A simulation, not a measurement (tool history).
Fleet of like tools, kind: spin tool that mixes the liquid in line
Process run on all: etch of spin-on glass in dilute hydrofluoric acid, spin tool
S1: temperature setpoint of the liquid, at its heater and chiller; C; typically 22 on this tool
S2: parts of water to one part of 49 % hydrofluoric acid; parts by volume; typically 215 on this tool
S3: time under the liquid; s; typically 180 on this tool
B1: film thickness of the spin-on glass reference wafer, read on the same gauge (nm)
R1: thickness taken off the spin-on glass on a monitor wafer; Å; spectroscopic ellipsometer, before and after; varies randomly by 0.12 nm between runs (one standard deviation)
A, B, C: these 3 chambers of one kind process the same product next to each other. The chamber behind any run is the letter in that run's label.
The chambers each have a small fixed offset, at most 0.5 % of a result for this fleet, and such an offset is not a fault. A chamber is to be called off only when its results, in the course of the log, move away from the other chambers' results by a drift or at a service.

{"run": "1B", "hour": 8.5, "S1": 22, "S2": 215, "S3": 180, "B1": 89.994, "R1": 181.76}
{"run": "2A", "hour": 15.0, "S1": 22, "S2": 215, "S3": 180, "B1": 90.002, "R1": 179.27}
{"run": "3C", "hour": 24.9, "S1": 22, "S2": 215, "S3": 180, "B1": 90.01, "R1": 180.38}
{"run": "4B", "hour": 34.2, "S1": 22, "S2": 215, "S3": 180, "B1": 90.031, "R1": 180.51}
{"run": "5A", "hour": 42.6, "S1": 22, "S2": 215, "S3": 180, "B1": 90.017, "R1": 180.24}
{"run": "6C", "hour": 50.9, "S1": 22, "S2": 215, "S3": 180, "B1": 90.001, "R1": 181.07}
{"run": "7A", "hour": 57.3, "S1": 22, "S2": 215, "S3": 180, "B1": 89.991, "R1": 179.61}
{"run": "8C", "hour": 66.8, "S1": 22, "S2": 215, "S3": 180, "B1": 89.996, "R1": 179.48}
{"run": "9B", "hour": 74.1, "S1": 22, "S2": 215, "S3": 180, "B1": 89.956, "R1": 179.8}
{"run": "10C", "hour": 78.8, "S1": 22, "S2": 110, "S3": 270, "B1": 90.013, "R1": 592.75}
{"hour": 83.1, "done": "chamber A: hydrofluoric acid flow meter replaced"}
{"run": "11A", "hour": 87.3, "S1": 22, "S2": 110, "S3": 270, "B1": 89.996, "R1": 589.4}
{"run": "12B", "hour": 94.7, "S1": 22, "S2": 110, "S3": 270, "B1": 89.984, "R1": 598.56}
{"run": "13A", "hour": 104.1, "S1": 22, "S2": 215, "S3": 180, "B1": 89.97, "R1": 173.59}
{"run": "14B", "hour": 112.3, "S1": 22, "S2": 215, "S3": 180, "B1": 89.996, "R1": 181.64}
{"run": "15C", "hour": 121.8, "S1": 22, "S2": 215, "S3": 180, "B1": 90.0, "R1": 181.1}
{"run": "16A", "hour": 127.9, "S1": 22, "S2": 215, "S3": 180, "B1": 89.988, "R1": 171.76}
{"run": "17C", "hour": 136.0, "S1": 22, "S2": 215, "S3": 180, "B1": 90.044, "R1": 179.68}
{"run": "18B", "hour": 142.8, "S1": 22, "S2": 215, "S3": 180, "B1": 89.988, "R1": 182.02}
{"run": "19A", "hour": 147.3, "S1": 22, "S2": 215, "S3": 180, "B1": 90.004, "R1": 172.65}
{"run": "20B", "hour": 154.6, "S1": 22, "S2": 215, "S3": 180, "B1": 90.053, "R1": 181.21}
{"run": "21C", "hour": 160.9, "S1": 22, "S2": 215, "S3": 180, "B1": 90.001, "R1": 181.44}

Next, every chamber runs the same settings. What will each give?
{"run": "22A", "hour": 168.3, "S1": 22, "S2": 215, "S3": 135, "R1": "?"}
{"run": "22B", "hour": 168.3, "S1": 22, "S2": 215, "S3": 135, "R1": "?"}
{"run": "22C", "hour": 168.3, "S1": 22, "S2": 215, "S3": 135, "R1": "?"}

run=22A R1=126.29
run=22B R1=136.48
run=22C R1=136.06
